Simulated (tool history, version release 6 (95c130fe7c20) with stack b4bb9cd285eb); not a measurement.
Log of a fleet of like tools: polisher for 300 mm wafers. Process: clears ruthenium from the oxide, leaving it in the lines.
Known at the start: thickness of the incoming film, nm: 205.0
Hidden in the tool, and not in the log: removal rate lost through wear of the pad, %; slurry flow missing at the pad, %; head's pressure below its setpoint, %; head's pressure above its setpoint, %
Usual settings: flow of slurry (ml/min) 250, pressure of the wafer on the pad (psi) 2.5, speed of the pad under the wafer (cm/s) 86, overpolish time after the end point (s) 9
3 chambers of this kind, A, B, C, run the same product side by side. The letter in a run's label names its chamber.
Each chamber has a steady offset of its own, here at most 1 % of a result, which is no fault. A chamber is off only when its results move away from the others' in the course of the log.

run	hour	flow of slurry (ml/min)	pressure of the wafer on the pad (psi)	speed of the pad under the wafer (cm/s)	overpolish time after the end point (s)	wafers polished on this pad	hours since the slurry nozzle was cleaned	hours since the head pressure was calibrated	time until the end point was called (s)
1B	3.7	250	2.5	86	9	1048	303.4	33.4	160.65
2A	6.6	250	2.5	86	9	1308	836.2	173.7	161.84
3C	10.8	250	2.5	86	9	460	32.2	1348.4	158.74
4A	15.1	250	2.5	86	9	1373	844.7	182.2	161.42
5B	18.7	250	2.5	86	9	1161	318.4	48.4	161.25
6C	22.2	250	2.5	86	9	546	43.6	1359.8	159.93
# hour 25.2: chamber C: worn pad replaced by a new one
7C	25.2	250	2.5	86	9	0	46.6	1362.8	159.21
# hour 27.7: chamber B: worn pad replaced by a new one
8A	27.7	250	2.5	86	9	1468	857.3	194.8	162.13
9B	30.4	250	2.5	86	9	21	330.1	60.1	159.47
10B	33.2	175	1.6	86	9	42	332.9	62.9	261.42
11A	35.2	175	1.6	86	9	1524	864.8	202.3	259.82
12C	38.6	175	1.6	86	9	101	60	1376.2	263.68
# hour 40: chamber C: head pressure recalibrated
# hour 41: chamber A: worn pad replaced by a new one
13A	42.6	250	2.5	86	9	12	872.2	209.7	160.33
14B	45.5	250	2.5	86	9	135	345.2	75.2	158.57
15C	48.5	250	2.5	86	9	176	69.9	8.5	174.85
16A	50.7	195	2.5	86	9	73	880.3	217.8	164.72
17C	53.9	195	2.5	86	9	217	75.3	13.9	182.25
18B	57	195	2.5	86	9	222	356.7	86.7	163.25
19A	60	250	2.5	86	12	143	889.6	227.1	158.82
20C	63.6	250	2.5	86	12	290	85	23.6	174.51
21B	66	250	2.5	86	12	290	365.7	95.7	158.09
# hour 66.1: chamber A: slurry nozzle cleaned
22C	68.5	250	2.5	86	9	327	89.9	28.5	175.91
23A	70.8	250	2.5	86	9	225	4.8	237.9	159.65
24B	74.7	250	2.5	86	9	355	374.4	104.4	158.36
25B	76.9	250	2.5	86	9	372	376.6	106.6	159.17
26C	80.3	250	2.5	86	9	416	101.7	40.3	178.08
27A	83.5	250	2.5	86	13	321	17.5	250.6	159.81
28A	87.5	250	2.5	86	13	351	21.5	254.6	161.72

Next, every chamber runs the same settings. What will each give?
29A	90.7	250	2.5	86	13				?
29B	90.7	250	2.5	86	13				?
29C	90.7	250	2.5	86	13				?

run	time until the end point was called (s)
29A	156.67
29B	161.9
29C	174.89

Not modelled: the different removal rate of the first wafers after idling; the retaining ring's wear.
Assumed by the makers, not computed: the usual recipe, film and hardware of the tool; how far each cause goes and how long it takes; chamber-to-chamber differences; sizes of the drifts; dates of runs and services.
